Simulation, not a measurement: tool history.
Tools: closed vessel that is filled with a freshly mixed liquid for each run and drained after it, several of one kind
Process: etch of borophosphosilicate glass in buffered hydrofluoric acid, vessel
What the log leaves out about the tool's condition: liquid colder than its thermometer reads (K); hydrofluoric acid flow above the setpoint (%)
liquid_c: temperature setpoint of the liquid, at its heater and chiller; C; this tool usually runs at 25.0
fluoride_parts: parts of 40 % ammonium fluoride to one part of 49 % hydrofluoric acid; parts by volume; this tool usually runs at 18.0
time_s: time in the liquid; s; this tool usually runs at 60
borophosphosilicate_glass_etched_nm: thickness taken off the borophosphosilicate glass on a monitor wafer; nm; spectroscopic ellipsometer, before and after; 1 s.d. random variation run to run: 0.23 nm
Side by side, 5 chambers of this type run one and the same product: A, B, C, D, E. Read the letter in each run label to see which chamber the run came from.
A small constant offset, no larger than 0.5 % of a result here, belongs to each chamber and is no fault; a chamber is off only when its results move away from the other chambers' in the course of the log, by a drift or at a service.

run   hour  liquid_c  fluoride_parts  time_s  hours since the thermometer was replaced  hours since the hydrofluoric acid flow meter was replaced  read-back film thickness of the borophosphosilicate glass reference wafer, read on the same gauge (nm)  borophosphosilicate_glass_etched_nm
 1A    6.2      25.0            18.0      60                                      52.5                                                      709.5                                                                                                  140.01                               45.375
 2C   14.7      25.0            18.0      60                                     128.8                                                      142.4                                                                                                  139.99                               44.768
 3E   19.6      25.0            18.0      60                                    1230.6                                                       55.3                                                                                                  140.01                               44.644
 4D   24.9      25.0            18.0      60                                    1930.2                                                     1585.1                                                                                                  140.00                               44.532
 5B   33.0      25.0            13.5      60                                     660.5                                                      758.6                                                                                                  139.97                               59.342
      34.8  -- chamber D: hydrofluoric acid flow meter replaced
 6D   37.9      25.0            13.5      60                                    1943.2                                                        3.2                                                                                                  140.01                               59.019
 7B   48.4      25.0            13.5      60                                     675.9                                                      774.0                                                                                                  140.00                               59.014
 8E   57.5      25.0            13.5      60                                    1268.5                                                       93.2                                                                                                  140.00                               59.696
 9A   65.2      25.0            13.5      60                                     111.5                                                      768.5                                                                                                  140.00                               59.996
10C   74.8      25.0            18.0      40                                     188.9                                                      202.5                                                                                                  139.99                               30.298
11A   81.6      25.0            18.0      40                                     127.9                                                      784.9                                                                                                  140.02                               30.120
12C   87.9      25.0            18.0      40                                     202.0                                                      215.6                                                                                                  139.99                               29.858
13E   92.6      25.0            18.0      40                                    1303.6                                                      128.3                                                                                                  139.98                               29.885
14B   98.3      25.0            18.0      40                                     725.8                                                      823.9                                                                                                  139.99                               29.788
15D  108.3      25.0            24.0      60                                    2013.6                                                       73.6                                                                                                  140.00                               35.604
16D  114.1      25.0            24.0      60                                    2019.4                                                       79.4                                                                                                  140.00                               35.430
17B  121.1      25.0            24.0      60                                     748.6                                                      846.7                                                                                                  140.00                               35.348
18E  128.0      25.0            24.0      60                                    1339.0                                                      163.7                                                                                                  139.97                               34.961
19A  136.9      25.0            24.0      60                                     183.2                                                      840.2                                                                                                  140.01                               35.317
20C  142.6      21.5            18.0      45                                     256.7                                                      270.3                                                                                                  140.00                               27.876
21E  148.6      21.5            18.0      45                                    1359.6                                                      184.3                                                                                                  140.01                               27.272
22D  157.6      21.5            18.0      45                                    2062.9                                                      122.9                                                                                                  140.00                               27.401
23B  165.5      21.5            18.0      45                                     793.0                                                      891.1                                                                                                  140.00                               27.969
24A  173.0      21.5            18.0      45                                     219.3                                                      876.3                                                                                                  140.00                               27.769
25C  182.3      25.0            18.0      60                                     296.4                                                      310.0                                                                                                  140.00                               45.104
26E  189.0      25.0            18.0      60                                    1400.0                                                      224.7                                                                                                  140.00                               43.645
27D  195.2      25.0            18.0      60                                    2100.5                                                      160.5                                                                                                  139.97                               44.429
28A  203.9      25.0            18.0      60                                     250.2                                                      907.2                                                                                                  140.01                               44.611
29B  212.1      25.0            18.0      60                                     839.6                                                      937.7                                                                                                  140.00                               44.682
30C  221.4      25.0            18.0      60                                     335.5                                                      349.1                                                                                                  140.01                               44.977
31A  228.7      25.0            18.0      60                                     275.0                                                      932.0                                                                                                  139.98                               44.916
32C  238.1      25.0            18.0      60                                     352.2                                                      365.8                                                                                                  139.99                               44.634
33B  246.0      25.0            18.0      60                                     873.5                                                      971.6                                                                                                  140.00                               44.846
34D  253.7      25.0            18.0      60                                    2159.0                                                      219.0                                                                                                  140.01                               44.116
35E  259.9      25.0            18.0      80                                    1470.9                                                      295.6                                                                                                  139.99                               57.288
36D  267.5      25.0            18.0      80                                    2172.8                                                      232.8                                                                                                  140.02                               58.856
37E  274.2      25.0            18.0      80                                    1485.2                                                      309.9                                                                                                  140.00                               57.165
38A  284.4      25.0            18.0      80                                     330.7                                                      987.7                                                                                                  139.98                               59.585
39C  291.0      25.0            18.0      80                                     405.1                                                      418.7                                                                                                  140.00                               60.550
40B  300.3      25.0            18.0      60                                     927.8                                                     1025.9                                                                                                  139.98                               44.889
41A  308.6      25.0            18.0      40                                     354.9                                                     1011.9                                                                                                  140.00                               30.078
42E  318.2      25.0            18.0      40                                    1529.2                                                      353.9                                                                                                  139.99                               27.979
43B  328.2      25.0            18.0      40                                     955.7                                                     1053.8                                                                                                  140.00                               29.891

Next, all 5 chambers run the settings below, one line each with question marks for the results. What does each chamber give?
44A  335.7      25.0            18.0      60                                                                                                                                                                                                                                                 ?
44B  335.7      25.0            18.0      60                                                                                                                                                                                                                                                 ?
44C  335.7      25.0            18.0      60                                                                                                                                                                                                                                                 ?
44D  335.7      25.0            18.0      60                                                                                                                                                                                                                                                 ?
44E  335.7      25.0            18.0      60                                                                                                                                                                                                                                                 ?

run  borophosphosilicate_glass_etched_nm
44A                               45.099
44B                               44.961
44C                               45.104
44D                               44.327
44E                               42.491
